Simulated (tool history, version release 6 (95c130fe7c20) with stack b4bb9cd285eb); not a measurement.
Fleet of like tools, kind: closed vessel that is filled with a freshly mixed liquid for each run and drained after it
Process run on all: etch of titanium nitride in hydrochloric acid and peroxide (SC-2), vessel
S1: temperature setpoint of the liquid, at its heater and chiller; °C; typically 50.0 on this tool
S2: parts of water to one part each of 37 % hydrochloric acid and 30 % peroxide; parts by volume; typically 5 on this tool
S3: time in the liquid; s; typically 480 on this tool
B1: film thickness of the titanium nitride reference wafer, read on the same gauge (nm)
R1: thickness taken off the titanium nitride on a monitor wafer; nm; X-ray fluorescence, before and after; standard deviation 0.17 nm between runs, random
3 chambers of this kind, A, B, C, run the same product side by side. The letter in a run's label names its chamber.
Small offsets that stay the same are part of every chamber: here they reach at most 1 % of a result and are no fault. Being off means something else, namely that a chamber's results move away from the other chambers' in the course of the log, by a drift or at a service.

run   hour    S1  S2   S3      B1      R1
 1A    5.7  50.0   5  480  89.989  17.716
 2B   12.4  50.0   5  480  89.983  17.583
 3C   15.4  50.0   5  480  89.995  17.435
 4C   19.6  50.0   5  480  89.992  17.496
 5B   25.7  50.0   5  480  89.989  17.106
 6A   30.1  50.0   5  480  90.038  18.021
 7A   34.9  50.0   5  480  90.002  17.855
 8B   40.0  50.0   5  480  90.019  17.112
 9C   46.5  50.0   5  480  89.955  17.248
10A   53.1  50.0   5  480  89.994  17.505
11B   58.7  50.0   5  480  90.028  17.495
12C   62.1  50.0   5  480  90.020  17.528
13A   65.5  50.0   5  480  90.020  17.834
14C   68.8  50.0   5  480  89.994  17.341
15B   73.2  50.0   5  480  89.971  17.488
16C   79.7  50.0   5  480  90.010  17.465
17A   85.6  55.5   5  735  90.005  38.593
18B   89.6  55.5   5  735  90.004  37.902
19B   93.4  55.5   5  735  90.011  37.971
20C   99.0  50.0   5  480  90.021  17.246
21A  103.6  50.0   5  660  90.014  24.845
22B  107.5  50.0   5  660  89.974  23.712
23C  113.0  50.0   5  660  89.984  23.807
24A  118.1  50.0   4  650  89.989  27.854
25A  122.4  50.0   4  650  90.018  28.352
26B  126.6  50.0   4  650  90.020  27.703

Each of the 3 chambers runs these same settings next. Fill in every chamber's results:
27A  131.4  50.0   5  480       ?
27B  131.4  50.0   5  480       ?
27C  131.4  50.0   5  480       ?

run      R1
27A  17.893
27B  17.595
27C  17.156

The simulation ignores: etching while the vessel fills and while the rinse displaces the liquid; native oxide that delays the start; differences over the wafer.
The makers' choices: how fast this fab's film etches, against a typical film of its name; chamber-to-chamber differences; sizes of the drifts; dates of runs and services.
